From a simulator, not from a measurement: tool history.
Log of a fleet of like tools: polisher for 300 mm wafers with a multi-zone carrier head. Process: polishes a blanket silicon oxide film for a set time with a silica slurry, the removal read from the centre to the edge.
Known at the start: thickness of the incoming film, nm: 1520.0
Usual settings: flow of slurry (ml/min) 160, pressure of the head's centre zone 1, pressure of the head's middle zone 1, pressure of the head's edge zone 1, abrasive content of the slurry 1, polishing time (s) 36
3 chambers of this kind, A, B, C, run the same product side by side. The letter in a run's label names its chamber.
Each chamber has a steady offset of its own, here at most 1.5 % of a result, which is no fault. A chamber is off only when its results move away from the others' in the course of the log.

run   hour  flow of slurry (ml/min)  pressure of the head's centre zone  pressure of the head's middle zone  pressure of the head's edge zone  abrasive content of the slurry  polishing time (s)  film removed at the wafer's centre (nm)  film removed at mid-radius (nm)  film removed at the wafer's edge (nm)
 1B   14.1                      160                                   1                                   1                                 1                               1                  36                                   74.821                           77.282                                 75.108
      16.3  -- chamber B: worn pad replaced by a new one
 2C   23.6                      160                                   1                                   1                                 1                               1                  36                                   75.305                           76.934                                  75.46
      27.1  -- chamber B: edge zone pressure recalibrated
      27.4  -- chamber A: worn pad replaced by a new one
      31.6  -- chamber B: centre zone pressure recalibrated
 3A   38.4                      160                                   1                                   1                                 1                               1                  36                                   75.922                           77.457                                 75.993
 4A   45.8                      160                                   1                                   1                                 1                               1                  36                                   77.318                           76.411                                 76.219
 5B   57.7                      160                                   1                                   1                                 1                               1                  36                                   75.894                           78.078                                 75.776
      59.3  -- chamber C: worn pad replaced by a new one
        64  -- chamber C: edge zone pressure recalibrated
 6C   65.4                      160                                   1                                   1                                 1                               1                  36                                   75.155                            76.15                                 76.396
      74.9  -- chamber C: centre zone pressure recalibrated
      76.1  -- chamber B: slurry nozzle cleaned
 7A   76.3                      160                                   1                                   1                                 1                            0.75                  36                                   65.377                           67.737                                 67.712
 8C   86.9                      160                                   1                                   1                                 1                            0.75                  36                                   65.773                             65.5                                 65.324
 9B   95.3                      160                                   1                                   1                                 1                            0.75                  36                                   65.369                           66.471                                 67.686
10C  102.5                      160                                   1                                1.05                                 1                            0.75                  36                                   65.818                           69.139                                 65.016
     105.2  -- chamber B: worn pad replaced by a new one
11B  112.9                      160                                   1                                1.05                                 1                            0.75                  36                                   65.944                           70.026                                 66.475
       116  -- chamber A: worn pad replaced by a new one
12A    128                      160                                   1                                1.05                                 1                            0.75                  36                                   65.987                           69.606                                 66.963
13C  138.1                      160                                   1                                   1                                 1                               1                  36                                   77.179                           76.184                                 76.226
     145.3  -- chamber C: worn pad replaced by a new one
14B  145.5                      160                                   1                                   1                                 1                               1                  36                                   75.953                           77.384                                 75.657
15A  154.9                      160                                   1                                   1                                 1                               1                  36                                   74.861                           78.002                                     76
16C    170                      160                                   1                                   1                                 1                               1                  36                                   75.994                           75.584                                 76.778
     177.5  -- chamber B: worn pad replaced by a new one
17B  180.8                      160                                   1                                   1                                 1                            0.75                  36                                   66.259                           66.912                                 68.334
18A  194.5                      160                                   1                                   1                                 1                            0.75                  36                                    65.56                           66.547                                 65.945
19A  203.7                      160                                   1                                   1                                 1                            0.75                  36                                   65.553                            66.08                                 66.519
     206.7  -- chamber A: worn pad replaced by a new one
20C  216.3                      160                                   1                                   1                                 1                               1                  36                                    76.28                           77.708                                 77.153
     230.3  -- chamber C: worn pad replaced by a new one
21B  230.3                      160                                   1                                   1                                 1                               1                  36                                    75.74                           76.106                                 76.864
22C  240.3                      160                                   1                                   1                                 1                               1                  36                                   75.996                            76.16                                 78.299
23A  253.3                      160                                   1                                   1                                 1                               1                  36                                   75.201                           79.627                                 76.805
24B  262.8                      160                                   1                                   1                                 1                               1                  36                                   75.822                           76.535                                 74.349
     265.4  -- chamber B: worn pad replaced by a new one
25C  274.3                      160                                   1                                   1                                 1                               1                  36                                    77.31                           76.676                                 77.301
26B  284.4                      160                                   1                                   1                                 1                               1                  36                                    75.91                           74.463                                 77.607
     290.4  -- chamber A: worn pad replaced by a new one
27A  296.3                      160                                   1                                1.12                              0.94                               1                  36                                   76.564                           85.532                                 74.716
28C    311                      160                                   1                                1.12                              0.94                               1                  36                                   76.116                           85.823                                 73.473
     312.6  -- chamber C: worn pad replaced by a new one
29A  319.1                      160                                   1                                1.12                              0.94                               1                  36                                    75.02                           85.434                                 73.708
30B  330.2                      160                                   1                                   1                                 1                               1                  36                                   75.119                           74.958                                 74.691
     331.5  -- chamber C: slurry nozzle cleaned
31B  339.6                      160                                   1                                   1                                 1                               1                  36                                   75.474                           78.525                                 76.513
     342.6  -- chamber B: worn pad replaced by a new one
32C  347.4                      160                                   1                                   1                                 1                               1                  36                                   75.984                           75.314                                 75.751
     350.4  -- chamber B: slurry nozzle cleaned
     356.7  -- chamber A: slurry nozzle cleaned
33A  362.4                      160                                   1                                   1                                 1                               1                  36                                   75.363                           77.008                                 76.393
     369.2  -- chamber A: worn pad replaced by a new one
34A  373.3                      160                                   1                                   1                                 1                               1                  36                                   75.676                           77.247                                  76.78
35C  381.9                      160                                   1                                   1                                 1                               1                  36                                   76.184                           77.382                                 76.182
36B    390                      120                                   1                                   1                                 1                               1                  36                                   71.944                            72.68                                 72.496
     391.5  -- chamber C: worn pad replaced by a new one
37C  399.4                      120                                   1                                   1                                 1                               1                  36                                   71.531                           71.335                                   72.9

What goes on in this fleet: one chamber off, a drifting gauge, or nothing beyond the chambers' own small offsets? Name the chamber and the cause, if any.

No chamber stands off beyond its own small offset, and the gauge holds steady.
